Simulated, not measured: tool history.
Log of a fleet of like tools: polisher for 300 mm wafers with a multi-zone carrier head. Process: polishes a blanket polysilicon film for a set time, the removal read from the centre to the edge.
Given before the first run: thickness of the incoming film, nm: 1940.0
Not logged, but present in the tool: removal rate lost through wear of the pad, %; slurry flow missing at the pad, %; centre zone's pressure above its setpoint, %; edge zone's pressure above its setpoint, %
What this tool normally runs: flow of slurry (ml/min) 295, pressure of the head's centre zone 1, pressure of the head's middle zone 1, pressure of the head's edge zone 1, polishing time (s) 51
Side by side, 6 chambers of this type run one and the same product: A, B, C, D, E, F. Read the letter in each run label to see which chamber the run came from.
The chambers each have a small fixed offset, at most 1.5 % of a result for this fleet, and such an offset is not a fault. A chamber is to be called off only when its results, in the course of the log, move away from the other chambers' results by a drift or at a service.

| run | day | flow of slurry (ml/min) | pressure of the head's centre zone | pressure of the head's middle zone | pressure of the head's edge zone | polishing time (s) | wafers polished on this pad | hours since the slurry nozzle was cleaned | hours since the centre zone pressure was calibrated | hours since the edge zone pressure was calibrated | film removed at the wafer's centre (nm) | film removed at mid-radius (nm) | film removed at the wafer's edge (nm) |
|---|---|---|---|---|---|---|---|---|---|---|---|---|---|
|  | 0.3 | chamber C: worn pad replaced by a new one |
|  | 0.371 | chamber F: slurry nozzle cleaned |
| 1A | 0.471 | 295 | 1 | 1 | 1 | 51 | 722 | 648.8 | 1292.2 | 16.9 | 294.44 | 298.6 | 297.84 |
| 2F | 0.804 | 295 | 1 | 1 | 1 | 51 | 1314 | 10.4 | 374.1 | 561.3 | 300.49 | 300.57 | 294.95 |
|  | 0.825 | chamber D: worn pad replaced by a new one |
|  | 0.933 | chamber E: slurry nozzle cleaned |
|  | 1.083 | chamber F: worn pad replaced by a new one |
| 3D | 1.233 | 295 | 1 | 1 | 1 | 51 | 150 | 474.6 | 482.9 | 184.1 | 301.95 | 305.01 | 298.5 |
|  | 1.642 | chamber A: worn pad replaced by a new one |
| 4C | 1.658 | 295 | 1 | 1 | 1 | 51 | 502 | 210.1 | 549.7 | 353.3 | 300.3 | 297.92 | 294.52 |
| 5E | 1.933 | 295 | 1 | 1 | 1 | 51 | 732 | 24 | 213.3 | 825.2 | 300.73 | 301.14 | 291.65 |
| 6B | 2.167 | 295 | 1 | 1 | 1 | 51 | 1186 | 320.7 | 638.3 | 191.9 | 296.29 | 294.95 | 298.98 |
|  | 2.5 | chamber F: edge zone pressure recalibrated |
| 7A | 2.683 | 295 | 1 | 1 | 1 | 51 | 384 | 701.9 | 1345.3 | 70 | 297.09 | 296.6 | 297.43 |
|  | 2.838 | chamber C: slurry nozzle cleaned |
|  | 3.025 | chamber C: worn pad replaced by a new one |
| 8F | 3.121 | 295 | 1 | 1 | 1 | 51 | 752 | 66 | 429.7 | 15 | 302.25 | 300.33 | 302.4 |
|  | 3.217 | chamber E: worn pad replaced by a new one |
|  | 3.496 | chamber C: edge zone pressure recalibrated |
| 9E | 3.529 | 295 | 1 | 1 | 1 | 51 | 116 | 62.3 | 251.6 | 863.5 | 296.38 | 298.57 | 293.49 |
| 10B | 4.008 | 295 | 1 | 1 | 1 | 51 | 1865 | 364.9 | 682.5 | 236.1 | 296.75 | 303.11 | 299 |
|  | 4.3 | chamber D: worn pad replaced by a new one |
| 11D | 4.321 | 295 | 1 | 1 | 1 | 51 | 8 | 548.7 | 557 | 258.2 | 296.36 | 298.97 | 295.97 |
| 12C | 4.738 | 295 | 1 | 1 | 1 | 51 | 631 | 45.6 | 623.6 | 29.9 | 297.53 | 296.06 | 297.59 |
|  | 4.992 | chamber A: worn pad replaced by a new one |
| 13E | 5.025 | 295 | 1 | 1 | 1 | 51 | 668 | 98.2 | 287.5 | 899.4 | 292.54 | 293.96 | 301.13 |
|  | 5.196 | chamber F: worn pad replaced by a new one |
|  | 5.242 | chamber A: centre zone pressure recalibrated |
| 14F | 5.35 | 295 | 1 | 1 | 1 | 51 | 57 | 119.5 | 483.2 | 68.5 | 298.17 | 297.25 | 297.95 |
| 15C | 5.667 | 295 | 1 | 1.06 | 0.95 | 51 | 974 | 67.9 | 645.9 | 52.2 | 294.34 | 317.77 | 289.64 |
|  | 5.675 | chamber C: worn pad replaced by a new one |
| 16A | 6.175 | 295 | 1 | 1.06 | 0.95 | 51 | 436 | 785.7 | 22.4 | 153.8 | 296.87 | 312.52 | 287.45 |
| 17D | 6.462 | 295 | 1 | 1.06 | 0.95 | 51 | 798 | 600.1 | 608.4 | 309.6 | 297.85 | 323.79 | 294.61 |
|  | 6.567 | chamber A: slurry nozzle cleaned |
|  | 6.629 | chamber E: worn pad replaced by a new one |
| 18B | 6.696 | 295 | 1 | 1.06 | 0.95 | 51 | 2856 | 429.4 | 747 | 300.6 | 291.06 | 303.94 | 290.73 |
| 19A | 7.204 | 295 | 1 | 1.06 | 0.95 | 51 | 816 | 15.4 | 47.1 | 178.5 | 294.98 | 308.62 | 286.84 |
| 20C | 7.546 | 295 | 1 | 1.06 | 0.95 | 51 | 690 | 113 | 691 | 97.3 | 299.56 | 316.98 | 291.02 |
|  | 7.579 | chamber D: slurry nozzle cleaned |
|  | 7.833 | chamber A: worn pad replaced by a new one |
| 21F | 7.871 | 235 | 1 | 0.9 | 1 | 51 | 986 | 180 | 543.7 | 129 | 293 | 273.19 | 290.47 |
|  | 7.962 | chamber D: worn pad replaced by a new one |
| 22B | 8.15 | 235 | 1 | 0.9 | 1 | 51 | 3393 | 464.3 | 781.9 | 335.5 | 275.68 | 250.82 | 288.66 |
|  | 8.346 | chamber F: slurry nozzle cleaned |
| 23E | 8.475 | 235 | 1 | 0.9 | 1 | 51 | 681 | 181 | 370.3 | 982.2 | 285.37 | 262.77 | 280.66 |
|  | 8.625 | chamber F: worn pad replaced by a new one |
| 24D | 8.867 | 235 | 1 | 0.9 | 1 | 51 | 334 | 30.9 | 666.1 | 367.3 | 287.71 | 262.6 | 294.97 |
|  | 9.121 | chamber C: worn pad replaced by a new one |
|  | 9.321 | chamber E: worn pad replaced by a new one |
| 25E | 9.4 | 235 | 1 | 0.9 | 1 | 51 | 29 | 203.2 | 392.5 | 1004.4 | 285.76 | 258.1 | 288.99 |
| 26F | 9.775 | 235 | 1 | 0.9 | 1 | 51 | 424 | 34.4 | 589.4 | 174.7 | 285.34 | 262.49 | 292.7 |
| 27B | 10.3 | 295 | 1 | 1 | 1 | 51 | 4186 | 515.9 | 833.5 | 387.1 | 275.94 | 275.09 | 282.57 |
| 28C | 10.538 | 295 | 1 | 1 | 1 | 51 | 523 | 184.8 | 762.8 | 169.1 | 296.84 | 302.07 | 294.68 |
|  | 10.629 | chamber A: worn pad replaced by a new one |
| 29D | 10.912 | 295 | 1 | 1 | 1 | 51 | 1089 | 80 | 715.2 | 416.4 | 298.59 | 305.55 | 302.51 |
| 30A | 11.262 | 245 | 1 | 1.04 | 1 | 51 | 234 | 112.8 | 144.5 | 275.9 | 291.31 | 301.89 | 289.07 |
|  | 11.3 | chamber E: slurry nozzle cleaned |
| 31D | 11.558 | 245 | 1 | 1.04 | 1 | 51 | 1327 | 95.5 | 730.7 | 431.9 | 296.54 | 311.66 | 291.88 |
|  | 11.562 | chamber D: worn pad replaced by a new one |
|  | 11.996 | chamber C: worn pad replaced by a new one |
| 32F | 11.996 | 245 | 1 | 1.04 | 1 | 51 | 1243 | 87.7 | 642.7 | 228 | 288.83 | 305.87 | 291.41 |
|  | 12.258 | chamber E: edge zone pressure recalibrated |
|  | 12.267 | chamber E: worn pad replaced by a new one |
| 33C | 12.504 | 245 | 1 | 1.04 | 1 | 51 | 188 | 232 | 810 | 216.3 | 293.78 | 296.95 | 287.04 |
| 34B | 13.017 | 245 | 1 | 1.04 | 1 | 51 | 5188 | 581.1 | 898.7 | 452.3 | 259.71 | 266.27 | 267.88 |
| 35E | 13.35 | 245 | 1 | 1.04 | 1 | 51 | 400 | 49.2 | 487.3 | 26.3 | 290.78 | 305.69 | 289.67 |
|  | 13.538 | chamber A: edge zone pressure recalibrated |
| 36A | 13.725 | 295 | 1 | 1 | 1 | 51 | 1142 | 171.9 | 203.6 | 4.6 | 296.22 | 296.58 | 293.53 |
|  | 13.879 | chamber A: worn pad replaced by a new one |
| 37A | 14.192 | 295 | 1 | 1 | 1 | 51 | 116 | 183.1 | 214.8 | 15.8 | 294.62 | 289.48 | 297.71 |
|  | 14.283 | chamber C: slurry nozzle cleaned |
| 38C | 14.442 | 295 | 1 | 1 | 1 | 51 | 902 | 3.9 | 856.5 | 262.8 | 299.96 | 298.48 | 300.89 |
|  | 14.617 | chamber D: worn pad replaced by a new one |
| 39D | 14.921 | 295 | 1 | 1 | 1 | 51 | 112 | 176.2 | 811.4 | 512.6 | 299.28 | 299.32 | 299.61 |
| 40B | 15.217 | 295 | 1 | 1 | 1 | 51 | 5999 | 633.9 | 951.5 | 505.1 | 261.39 | 263.67 | 261.31 |

Does one chamber stand apart from the rest, does the shared gauge drift, or is all well apart from small per-chamber offsets? Give the chamber and the most likely cause, where there is one.

Chamber B drifts away from the others.
Most likely cause: removal rate lost through wear of the pad, % = 12.3.

Below are 4 candidate recipes for chamber B's next run, each the usual settings with a change, their results shown as question marks. Which of them brings B's results back in line with what the other chambers give on the usual settings?
In line means no further than this from the other chambers' mean on the usual settings: film removed at the wafer's centre (nm) 12; film removed at mid-radius (nm) 14; film removed at the wafer's edge (nm) 9.6
| 41B-1 | 15.6 | 300 | 1.01 | 1.01 | 0.99 | 57 |  |  |  |  | ? | ? | ? |
| 41B-2 | 15.6 | 305 | 1.03 | 1.03 | 0.99 | 64 |  |  |  |  | ? | ? | ? |
| 41B-3 | 15.6 | 290 | 0.99 | 0.99 | 1.01 | 45 |  |  |  |  | ? | ? | ? |
| 41B-4 | 15.6 | 285 | 0.98 | 0.97 | 1.02 | 40 |  |  |  |  | ? | ? | ? |

Other chambers, usual settings, mean: film removed at the wafer's centre (nm) 297.56; film removed at mid-radius (nm) 297.68; film removed at the wafer's edge (nm) 296.66
| run | film removed at the wafer's centre (nm) | film removed at mid-radius (nm) | film removed at the wafer's edge (nm) |
|---|---|---|---|
| 41B-1 | 294.07 | 295.41 | 293.51 |
| 41B-2 | 337.89 | 338.13 | 329.86 |
| 41B-3 | 226.31 | 228.3 | 233.64 |
| 41B-4 | 198.55 | 198.89 | 208.54 |
41B-1 brings the chamber back in line.
